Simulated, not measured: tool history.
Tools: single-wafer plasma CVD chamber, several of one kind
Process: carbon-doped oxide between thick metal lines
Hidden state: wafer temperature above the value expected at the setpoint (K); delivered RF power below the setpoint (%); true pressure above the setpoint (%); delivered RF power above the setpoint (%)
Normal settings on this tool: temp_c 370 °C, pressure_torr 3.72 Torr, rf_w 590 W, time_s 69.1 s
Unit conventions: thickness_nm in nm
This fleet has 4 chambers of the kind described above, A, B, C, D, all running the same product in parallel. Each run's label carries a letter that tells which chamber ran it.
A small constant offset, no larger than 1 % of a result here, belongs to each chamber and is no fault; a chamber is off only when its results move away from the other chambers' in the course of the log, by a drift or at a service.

run,hour,temp_c,pressure_torr,rf_w,time_s,hours since the last thermocouple change,hours since the last RF generator calibration,hours since the last manometer calibration,"read-back reference wafer on the same gauge, thickness_nm",thickness_nm
1C,5.1,370,3.72,590,69.1,335.1,601.2,1855.1,393.83,352.45
2B,10.8,370,3.72,590,69.1,309.1,2006.9,366.9,393.56,346.48
3D,15.3,370,3.72,590,69.1,2030.3,261.4,1263.1,393.82,354.02
4A,18.7,370,3.72,590,69.1,796.9,903.9,266.5,393.81,347.69
5A,22.9,370,3.72,590,69.1,801.1,908.1,270.7,393.63,352.11
6D,26.4,370,3.72,590,69.1,2041.4,272.5,1274.2,394.01,352.02
7B,30.1,370,3.72,590,69.1,328.4,2026.2,386.2,394.39,349.54
8C,33.5,370,3.72,590,69.1,363.5,629.6,1883.5,394.29,353.28
9D,37.1,370,3.72,590,69.1,2052.1,283.2,1284.9,393.54,350.22
10C,42.6,370,3.72,590,69.1,372.6,638.7,1892.6,394.20,349.59
11A,48.4,370,3.72,590,69.1,826.6,933.6,296.2,393.53,351.89
12B,52.7,370,3.72,590,69.1,351.0,2048.8,408.8,394.32,351.78
13D,58.7,370,3.72,590,69.1,2073.7,304.8,1306.5,393.81,354.67
14C,64.2,370,3.72,590,69.1,394.2,660.3,1914.2,393.97,352.74
15A,67.0,370,3.72,590,69.1,845.2,952.2,314.8,393.92,352.19
16B,70.7,370,3.72,590,69.1,369.0,2066.8,426.8,394.03,348.99
17A,74.9,370,3.72,590,69.1,853.1,960.1,322.7,393.49,347.42
18C,80.6,370,3.72,590,69.1,410.6,676.7,1930.6,394.46,346.51
19D,85.1,370,3.72,590,69.1,2100.1,331.2,1332.9,394.09,350.08
20B,88.9,370,3.72,590,69.1,387.2,2085.0,445.0,394.23,350.74
21B,91.6,370,3.29,590,64.6,389.9,2087.7,447.7,394.71,322.24
22D,95.1,370,3.29,590,64.6,2110.1,341.2,1342.9,393.95,323.14
23A,100.6,370,3.29,590,64.6,878.8,985.8,348.4,393.72,321.69
24C,106.1,370,3.29,590,64.6,436.1,702.2,1956.1,394.03,316.91
25A,110.0,370,3.72,540,69.1,888.2,995.2,357.8,393.96,332.03
26D,115.5,370,3.72,540,69.1,2130.5,361.6,1363.3,394.29,333.34
27B,120.0,370,3.72,540,69.1,418.3,2116.1,476.1,393.41,331.50
28C,125.9,370,3.72,540,69.1,455.9,722.0,1975.9,393.67,324.33
29D,129.0,370,3.72,590,69.1,2144.0,375.1,1376.8,394.51,353.54
30B,133.4,370,4.34,590,69.1,431.7,2129.5,489.5,393.98,357.36
31A,138.6,370,4.34,590,69.1,916.8,1023.8,386.4,394.17,356.54
32C,144.4,370,4.34,590,69.1,474.4,740.5,1994.4,394.31,350.27
33B,150.2,370,4.34,590,69.1,448.5,2146.3,506.3,393.75,356.87
34A,156.3,370,3.72,590,69.1,934.5,1041.5,404.1,394.53,349.74
35D,159.5,370,2.97,590,69.1,2174.5,405.6,1407.3,394.37,340.12
36C,164.6,370,2.97,590,69.1,494.6,760.7,2014.6,394.12,333.33
37D,169.0,370,2.97,590,69.1,2184.0,415.1,1416.8,394.16,343.90
38A,174.9,370,2.97,590,69.1,953.1,1060.1,422.7,394.37,342.07
39C,180.5,370,3.72,590,69.1,510.5,776.6,2030.5,393.64,336.94
40B,183.1,370,3.72,590,69.1,481.4,2179.2,539.2,394.02,353.93

All chambers now run identical settings, listed one chamber a line with results as question marks. What results will each chamber show?
41A,187.5,356,3.72,590,69.1,,,,,?
41B,187.5,356,3.72,590,69.1,,,,,?
41C,187.5,356,3.72,590,69.1,,,,,?
41D,187.5,356,3.72,590,69.1,,,,,?

run,thickness_nm
41A,360.87
41B,360.53
41C,349.13
41D,362.59
